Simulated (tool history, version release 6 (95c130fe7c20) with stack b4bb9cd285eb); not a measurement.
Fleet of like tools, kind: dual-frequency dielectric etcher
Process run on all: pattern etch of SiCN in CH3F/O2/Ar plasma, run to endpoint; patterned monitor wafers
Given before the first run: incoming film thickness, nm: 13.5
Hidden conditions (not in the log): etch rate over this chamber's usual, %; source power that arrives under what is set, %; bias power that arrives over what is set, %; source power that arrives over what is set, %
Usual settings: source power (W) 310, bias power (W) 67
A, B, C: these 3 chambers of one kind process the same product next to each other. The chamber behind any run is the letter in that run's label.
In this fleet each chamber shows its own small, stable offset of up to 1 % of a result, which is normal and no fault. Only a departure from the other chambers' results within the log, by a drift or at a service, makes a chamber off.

run    day  source power (W)  bias power (W)  hours since the last wet clean  hours since the last source power generator calibration  hours since the last bias power generator calibration  endpoint time (s)
 1A  0.250               310              67                           444.1                                                   1278.2                                                  388.4             40.685
 2C  0.404               310              67                            44.0                                                   1846.7                                                  418.4             40.545
 3B  0.675               310              67                           587.9                                                    866.7                                                 3058.0             40.689
 4C  0.938               310              67                            56.8                                                   1859.5                                                  431.2             39.824
 5B  1.075               310              67                           597.5                                                    876.3                                                 3067.6             40.337
 6A  1.242               310              67                           467.9                                                   1302.0                                                  412.2             40.677
 7B  1.417               310              67                           605.7                                                    884.5                                                 3075.8             41.157
 8C  1.579               310              67                            72.2                                                   1874.9                                                  446.6             40.634
 9A  1.779               360              61                           480.8                                                   1314.9                                                  425.1             39.285
10A  1.904               360              61                           483.8                                                   1317.9                                                  428.1             39.534
11C  2.158               360              61                            86.1                                                   1888.8                                                  460.5             39.115
12B  2.425               310              67                           629.9                                                    908.7                                                 3100.0             40.611
13A  2.667               310              67                           502.1                                                   1336.2                                                  446.4             39.740
14C  2.942               310              67                           104.9                                                   1907.6                                                  479.3             40.378
15B  3.150               310              67                           647.3                                                    926.1                                                 3117.4             40.407
16A  3.317               310              67                           517.7                                                   1351.8                                                  462.0             39.961
17B  3.525               350              82                           656.3                                                    935.1                                                 3126.4             36.220
18C  3.738               350              82                           124.0                                                   1926.7                                                  498.4             35.886
19C  3.871               350              82                           127.2                                                   1929.9                                                  501.6             35.672
20B  4.125               310              67                           670.7                                                    949.5                                                 3140.8             40.662

Each of the 3 chambers runs these same settings next. Fill in every chamber's results:
21A  4.325               310              67                                                                                                                                                                  ?
21B  4.325               310              67                                                                                                                                                                  ?
21C  4.325               310              67                                                                                                                                                                  ?

run  endpoint time (s)
21A             39.532
21B             40.928
21C             40.492
